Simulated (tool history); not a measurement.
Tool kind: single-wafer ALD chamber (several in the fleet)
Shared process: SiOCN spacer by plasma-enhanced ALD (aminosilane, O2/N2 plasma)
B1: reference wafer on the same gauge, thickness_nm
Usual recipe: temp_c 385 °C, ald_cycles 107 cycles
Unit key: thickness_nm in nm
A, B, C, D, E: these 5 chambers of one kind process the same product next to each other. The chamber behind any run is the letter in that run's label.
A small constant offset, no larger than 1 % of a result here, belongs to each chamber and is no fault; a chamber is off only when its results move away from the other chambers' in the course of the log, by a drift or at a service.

{"run": "1D", "hour": 10.7, "temp_c": 385, "ald_cycles": 107, "B1": 5.6299, "thickness_nm": 6.4023}
{"run": "2A", "hour": 19.9, "temp_c": 385, "ald_cycles": 107, "B1": 5.6307, "thickness_nm": 6.4791}
{"run": "3E", "hour": 28.4, "temp_c": 385, "ald_cycles": 107, "B1": 5.6327, "thickness_nm": 6.4494}
{"run": "4B", "hour": 37.8, "temp_c": 385, "ald_cycles": 107, "B1": 5.6325, "thickness_nm": 6.4146}
{"run": "5C", "hour": 48.7, "temp_c": 385, "ald_cycles": 107, "B1": 5.6326, "thickness_nm": 6.5215}
{"run": "6D", "hour": 59.0, "temp_c": 374, "ald_cycles": 107, "B1": 5.6345, "thickness_nm": 6.4009}
{"run": "7E", "hour": 68.6, "temp_c": 374, "ald_cycles": 107, "B1": 5.6346, "thickness_nm": 6.4407}
{"run": "8A", "hour": 81.8, "temp_c": 374, "ald_cycles": 107, "B1": 5.6356, "thickness_nm": 6.4814}
{"run": "9C", "hour": 91.5, "temp_c": 374, "ald_cycles": 107, "B1": 5.6359, "thickness_nm": 6.5126}
{"run": "10B", "hour": 103.5, "temp_c": 374, "ald_cycles": 107, "B1": 5.6384, "thickness_nm": 6.4099}
{"run": "11A", "hour": 113.4, "temp_c": 385, "ald_cycles": 107, "B1": 5.6386, "thickness_nm": 6.4755}
{"run": "12E", "hour": 124.7, "temp_c": 385, "ald_cycles": 107, "B1": 5.6408, "thickness_nm": 6.4685}
{"run": "13B", "hour": 133.8, "temp_c": 385, "ald_cycles": 107, "B1": 5.6383, "thickness_nm": 6.4095}
{"run": "14C", "hour": 142.1, "temp_c": 385, "ald_cycles": 107, "B1": 5.6396, "thickness_nm": 6.5105}
{"run": "15D", "hour": 150.9, "temp_c": 385, "ald_cycles": 107, "B1": 5.6415, "thickness_nm": 6.4143}
{"run": "16C", "hour": 163.3, "temp_c": 385, "ald_cycles": 107, "B1": 5.6414, "thickness_nm": 6.5316}
{"run": "17E", "hour": 170.6, "temp_c": 385, "ald_cycles": 107, "B1": 5.6429, "thickness_nm": 6.4621}
{"run": "18A", "hour": 180.4, "temp_c": 385, "ald_cycles": 107, "B1": 5.6414, "thickness_nm": 6.4793}
{"run": "19B", "hour": 188.5, "temp_c": 385, "ald_cycles": 107, "B1": 5.643, "thickness_nm": 6.4272}
{"run": "20D", "hour": 194.4, "temp_c": 385, "ald_cycles": 107, "B1": 5.6438, "thickness_nm": 6.4167}
{"run": "21A", "hour": 206.9, "temp_c": 385, "ald_cycles": 107, "B1": 5.6443, "thickness_nm": 6.5016}
{"run": "22B", "hour": 216.3, "temp_c": 385, "ald_cycles": 107, "B1": 5.6463, "thickness_nm": 6.4139}
{"run": "23D", "hour": 225.8, "temp_c": 385, "ald_cycles": 107, "B1": 5.6454, "thickness_nm": 6.4292}
{"run": "24C", "hour": 232.6, "temp_c": 385, "ald_cycles": 107, "B1": 5.6486, "thickness_nm": 6.5299}
{"run": "25E", "hour": 241.1, "temp_c": 385, "ald_cycles": 107, "B1": 5.6468, "thickness_nm": 6.4638}
{"run": "26E", "hour": 254.8, "temp_c": 392, "ald_cycles": 117, "B1": 5.649, "thickness_nm": 7.0549}
{"run": "27D", "hour": 268.0, "temp_c": 392, "ald_cycles": 117, "B1": 5.6498, "thickness_nm": 7.0179}
{"run": "28A", "hour": 281.0, "temp_c": 392, "ald_cycles": 117, "B1": 5.6514, "thickness_nm": 7.0878}
{"run": "29C", "hour": 290.2, "temp_c": 392, "ald_cycles": 117, "B1": 5.6527, "thickness_nm": 7.1526}
{"run": "30B", "hour": 303.9, "temp_c": 392, "ald_cycles": 117, "B1": 5.6531, "thickness_nm": 7.0252}
{"run": "31E", "hour": 313.1, "temp_c": 385, "ald_cycles": 107, "B1": 5.653, "thickness_nm": 6.4849}
{"run": "32A", "hour": 321.9, "temp_c": 385, "ald_cycles": 107, "B1": 5.653, "thickness_nm": 6.508}
{"run": "33D", "hour": 328.6, "temp_c": 385, "ald_cycles": 107, "B1": 5.654, "thickness_nm": 6.4174}
{"run": "34C", "hour": 337.8, "temp_c": 385, "ald_cycles": 107, "B1": 5.6567, "thickness_nm": 6.5453}
{"run": "35B", "hour": 349.5, "temp_c": 385, "ald_cycles": 107, "B1": 5.657, "thickness_nm": 6.4398}
{"run": "36E", "hour": 360.7, "temp_c": 385, "ald_cycles": 107, "B1": 5.6572, "thickness_nm": 6.4775}
{"run": "37B", "hour": 372.3, "temp_c": 385, "ald_cycles": 107, "B1": 5.6571, "thickness_nm": 6.4415}
{"run": "38A", "hour": 380.2, "temp_c": 376, "ald_cycles": 116, "B1": 5.6581, "thickness_nm": 7.0471}
{"run": "39D", "hour": 388.9, "temp_c": 376, "ald_cycles": 116, "B1": 5.6597, "thickness_nm": 6.9935}

Has any chamber moved away from the others, gradually or after a service, or does the common gauge drift, or do the chambers differ only by their own small steady offsets? State the chamber and the most likely cause if one applies.

No chamber is off; the gauge reading every chamber's wafers drifts, which makes the whole fleet appear to move together.
Likeliest cause: gauge reads high (%) = 0.527.

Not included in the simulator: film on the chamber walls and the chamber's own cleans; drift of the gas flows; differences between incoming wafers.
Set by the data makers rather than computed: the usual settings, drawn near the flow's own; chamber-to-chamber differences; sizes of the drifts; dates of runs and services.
